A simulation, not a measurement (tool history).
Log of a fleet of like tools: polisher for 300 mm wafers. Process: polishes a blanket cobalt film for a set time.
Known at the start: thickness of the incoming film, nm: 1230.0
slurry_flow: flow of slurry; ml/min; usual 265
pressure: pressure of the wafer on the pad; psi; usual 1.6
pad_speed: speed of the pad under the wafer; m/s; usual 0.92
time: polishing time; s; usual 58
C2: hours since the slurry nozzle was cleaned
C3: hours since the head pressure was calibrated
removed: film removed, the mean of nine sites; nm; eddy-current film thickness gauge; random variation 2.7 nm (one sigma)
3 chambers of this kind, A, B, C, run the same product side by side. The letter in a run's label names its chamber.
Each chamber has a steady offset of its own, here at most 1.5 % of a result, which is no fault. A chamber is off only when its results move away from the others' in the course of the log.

run 1B hour=3.6 | slurry_flow=265 pressure=1.6 pad_speed=0.92 time=58 | wafers_polished_on_this_pad=1132 C2=667.9 C3=116.3 | removed=229.84
run 2C hour=7.1 | slurry_flow=265 pressure=1.6 pad_speed=0.92 time=58 | wafers_polished_on_this_pad=232 C2=14.4 C3=148.3 | removed=225.44
run 3A hour=11.4 | slurry_flow=265 pressure=1.6 pad_speed=0.92 time=58 | wafers_polished_on_this_pad=143 C2=204 C3=174.3 | removed=226.7
run 4B hour=14.9 | slurry_flow=265 pressure=1.6 pad_speed=0.92 time=58 | wafers_polished_on_this_pad=1272 C2=679.2 C3=127.6 | removed=228.15
run 5A hour=18 | slurry_flow=265 pressure=1.6 pad_speed=0.92 time=58 | wafers_polished_on_this_pad=224 C2=210.6 C3=180.9 | removed=232.05
-- hour=20.5 chamber B: worn pad replaced by a new one
run 6C hour=20.6 | slurry_flow=265 pressure=1.6 pad_speed=0.92 time=58 | wafers_polished_on_this_pad=398 C2=27.9 C3=161.8 | removed=226.15
run 7B hour=24.8 | slurry_flow=265 pressure=1.6 pad_speed=0.92 time=58 | wafers_polished_on_this_pad=53 C2=689.1 C3=137.5 | removed=224.67
run 8A hour=27.3 | slurry_flow=265 pressure=1.6 pad_speed=0.92 time=58 | wafers_polished_on_this_pad=339 C2=219.9 C3=190.2 | removed=233.47
run 9C hour=31.1 | slurry_flow=265 pressure=1.6 pad_speed=1.12 time=58 | wafers_polished_on_this_pad=528 C2=38.4 C3=172.3 | removed=278.89
-- hour=31.3 chamber C: worn pad replaced by a new one
run 10B hour=33.6 | slurry_flow=265 pressure=1.6 pad_speed=1.12 time=58 | wafers_polished_on_this_pad=162 C2=697.9 C3=146.3 | removed=279.34
run 11A hour=36.3 | slurry_flow=265 pressure=1.6 pad_speed=1.12 time=58 | wafers_polished_on_this_pad=450 C2=228.9 C3=199.2 | removed=274.19
run 12C hour=40.2 | slurry_flow=265 pressure=1.6 pad_speed=0.92 time=58 | wafers_polished_on_this_pad=109 C2=47.5 C3=181.4 | removed=230.65
run 13A hour=44.3 | slurry_flow=265 pressure=1.6 pad_speed=0.92 time=58 | wafers_polished_on_this_pad=548 C2=236.9 C3=207.2 | removed=230.02
run 14B hour=47.9 | slurry_flow=265 pressure=1.6 pad_speed=0.92 time=58 | wafers_polished_on_this_pad=338 C2=712.2 C3=160.6 | removed=228.22
run 15C hour=50 | slurry_flow=265 pressure=1.6 pad_speed=0.92 time=58 | wafers_polished_on_this_pad=230 C2=57.3 C3=191.2 | removed=223.5
run 16C hour=53.4 | slurry_flow=265 pressure=1.6 pad_speed=0.92 time=58 | wafers_polished_on_this_pad=272 C2=60.7 C3=194.6 | removed=233.87
-- hour=55.3 chamber A: slurry nozzle cleaned
run 17A hour=55.5 | slurry_flow=265 pressure=1.6 pad_speed=0.92 time=58 | wafers_polished_on_this_pad=686 C2=0.2 C3=218.4 | removed=231.51
run 18B hour=58.1 | slurry_flow=265 pressure=1.6 pad_speed=0.92 time=58 | wafers_polished_on_this_pad=464 C2=722.4 C3=170.8 | removed=233.36
run 19A hour=60.4 | slurry_flow=265 pressure=1.6 pad_speed=0.92 time=58 | wafers_polished_on_this_pad=747 C2=5.1 C3=223.3 | removed=226.54
run 20C hour=64 | slurry_flow=265 pressure=2.2 pad_speed=0.78 time=58 | wafers_polished_on_this_pad=403 C2=71.3 C3=205.2 | removed=262.2
run 21B hour=67.8 | slurry_flow=265 pressure=2.2 pad_speed=0.78 time=58 | wafers_polished_on_this_pad=583 C2=732.1 C3=180.5 | removed=258.98
run 22A hour=70.1 | slurry_flow=265 pressure=2.2 pad_speed=0.78 time=58 | wafers_polished_on_this_pad=866 C2=14.8 C3=233 | removed=267.61
-- hour=72.9 chamber A: worn pad replaced by a new one
run 23B hour=74.1 | slurry_flow=265 pressure=1.6 pad_speed=0.92 time=58 | wafers_polished_on_this_pad=661 C2=738.4 C3=186.8 | removed=228.14
run 24C hour=76 | slurry_flow=170 pressure=1.6 pad_speed=0.92 time=58 | wafers_polished_on_this_pad=551 C2=83.3 C3=217.2 | removed=214.11
-- hour=79.5 chamber C: worn pad replaced by a new one
run 25B hour=80.3 | slurry_flow=170 pressure=1.6 pad_speed=0.92 time=58 | wafers_polished_on_this_pad=737 C2=744.6 C3=193 | removed=213.85
run 26A hour=84.6 | slurry_flow=170 pressure=1.6 pad_speed=0.92 time=58 | wafers_polished_on_this_pad=145 C2=29.3 C3=247.5 | removed=220.54
run 27C hour=87.1 | slurry_flow=265 pressure=1.6 pad_speed=0.92 time=58 | wafers_polished_on_this_pad=94 C2=94.4 C3=228.3 | removed=228.6
run 28B hour=90.7 | slurry_flow=335 pressure=1.6 pad_speed=0.92 time=58 | wafers_polished_on_this_pad=866 C2=755 C3=203.4 | removed=232.73
run 29C hour=92.9 | slurry_flow=335 pressure=1.6 pad_speed=0.92 time=58 | wafers_polished_on_this_pad=165 C2=100.2 C3=234.1 | removed=228.93

What goes on in this fleet: one chamber off, a drifting gauge, or nothing beyond the chambers' own small offsets? Name the chamber and the cause, if any.

No chamber stands off beyond its own small offset, and the gauge holds steady.
